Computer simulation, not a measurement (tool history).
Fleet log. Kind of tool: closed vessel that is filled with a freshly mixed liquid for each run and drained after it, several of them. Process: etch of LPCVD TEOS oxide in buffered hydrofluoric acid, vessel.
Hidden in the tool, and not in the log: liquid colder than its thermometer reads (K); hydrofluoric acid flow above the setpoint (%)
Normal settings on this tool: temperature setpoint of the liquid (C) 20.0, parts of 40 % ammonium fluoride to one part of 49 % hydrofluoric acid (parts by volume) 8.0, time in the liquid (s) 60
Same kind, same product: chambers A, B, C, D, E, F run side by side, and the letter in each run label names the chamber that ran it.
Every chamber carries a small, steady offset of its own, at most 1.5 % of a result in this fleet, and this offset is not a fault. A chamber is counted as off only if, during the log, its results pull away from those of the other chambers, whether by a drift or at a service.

run	hour	temperature setpoint of the liquid (C)	parts of 40 % ammonium fluoride to one part of 49 % hydrofluoric acid (parts by volume)	time in the liquid (s)	hours since the thermometer was replaced	hours since the hydrofluoric acid flow meter was replaced	read-back film thickness of the LPCVD TEOS oxide reference wafer, read on the same gauge (nm)	thickness taken off the LPCVD TEOS oxide on a monitor wafer (angstrom)
1E	6.3	20.0	8.0	60	760.0	1892.7	80.003	930.27
2F	18.3	20.0	8.0	60	1005.8	1006.5	80.000	927.78
3C	31.7	20.0	8.0	60	516.8	1245.2	79.996	960.06
4B	45.4	20.0	8.0	60	901.2	438.5	80.012	953.39
5D	53.8	20.0	8.0	60	834.4	466.3	79.995	948.60
6A	67.0	20.0	8.0	60	312.3	639.0	79.989	948.17
7B	80.0	20.0	8.0	60	935.8	473.1	80.001	949.02
8F	91.9	20.0	8.0	60	1079.4	1080.1	80.011	924.66
9D	98.3	20.0	8.0	60	878.9	510.8	79.989	933.14
10E	107.0	20.0	8.0	60	860.7	1993.4	80.002	936.65
11A	115.4	24.5	8.0	80	360.7	687.4	80.016	1626.50
12C	125.2	24.5	8.0	80	610.3	1338.7	79.993	1614.80
13E	131.9	24.5	8.0	80	885.6	2018.3	79.998	1590.70
14F	139.7	24.5	8.0	80	1127.2	1127.9	80.004	1562.90
15A	145.9	24.5	8.0	80	391.2	717.9	79.998	1613.40
16D	155.5	24.5	8.0	80	936.1	568.0	80.009	1601.50
17C	167.9	20.0	10.5	60	653.0	1381.4	79.989	749.60
18B	178.3	20.0	10.5	60	1034.1	571.4	79.984	750.60
19E	188.6	20.0	10.5	60	942.3	2075.0	80.009	724.48
20D	195.8	20.0	10.5	60	976.4	608.3	79.998	750.29
21C	205.0	20.0	10.5	60	690.1	1418.5	79.995	750.76
22F	217.3	20.0	10.5	60	1204.8	1205.5	79.992	731.84
23B	224.4	20.0	8.0	60	1080.2	617.5	80.011	958.35
24A	237.7	17.0	6.0	60	483.0	809.7	79.989	1069.90
# hour 240.0: chamber D: hydrofluoric acid flow meter replaced
25B	248.8	17.0	6.0	60	1104.6	641.9	80.008	1066.30
# hour 252.5: chamber C: hydrofluoric acid flow meter replaced
26C	257.4	17.0	6.0	60	742.5	4.9	80.007	1058.70
# hour 265.1: chamber F: thermometer replaced
27E	265.3	17.0	6.0	60	1019.0	2151.7	79.984	1034.00
# hour 266.2: chamber B: hydrofluoric acid flow meter replaced
28D	276.3	17.0	6.0	60	1056.9	36.3	80.002	1045.50
29F	286.4	17.0	6.0	60	21.3	1274.6	80.006	1050.50
30A	293.3	20.0	8.0	60	538.6	865.3	79.998	975.47
31F	306.5	20.0	8.0	60	41.4	1294.7	79.991	940.71
32A	314.2	20.0	8.0	35	559.5	886.2	80.002	575.53
33C	327.1	20.0	8.0	35	812.2	74.6	79.978	554.39
34E	335.1	20.0	8.0	35	1088.8	2221.5	79.986	547.90
35D	344.1	20.0	8.0	35	1124.7	104.1	79.999	550.12
36B	353.5	20.0	8.0	35	1209.3	87.3	79.996	550.26
37E	360.2	20.0	8.0	35	1113.9	2246.6	79.999	543.00
38B	373.9	20.0	8.0	60	1229.7	107.7	79.994	947.52
# hour 374.9: chamber D: thermometer replaced
39D	381.9	20.0	7.0	30	7.1	141.9	80.012	541.64
40C	388.7	20.0	7.0	30	873.8	136.2	79.997	546.75

For the next run the whole fleet of 6 chambers uses the same settings. Give each chamber's results:
41A	398.5	23.0	8.0	60				?
41B	398.5	23.0	8.0	60				?
41C	398.5	23.0	8.0	60				?
41D	398.5	23.0	8.0	60				?
41E	398.5	23.0	8.0	60				?
41F	398.5	23.0	8.0	60				?

run	thickness taken off the LPCVD TEOS oxide on a monitor wafer (angstrom)
41A	1193.10
41B	1106.20
41C	1122.00
41D	1100.40
41E	1101.20
41F	1103.00
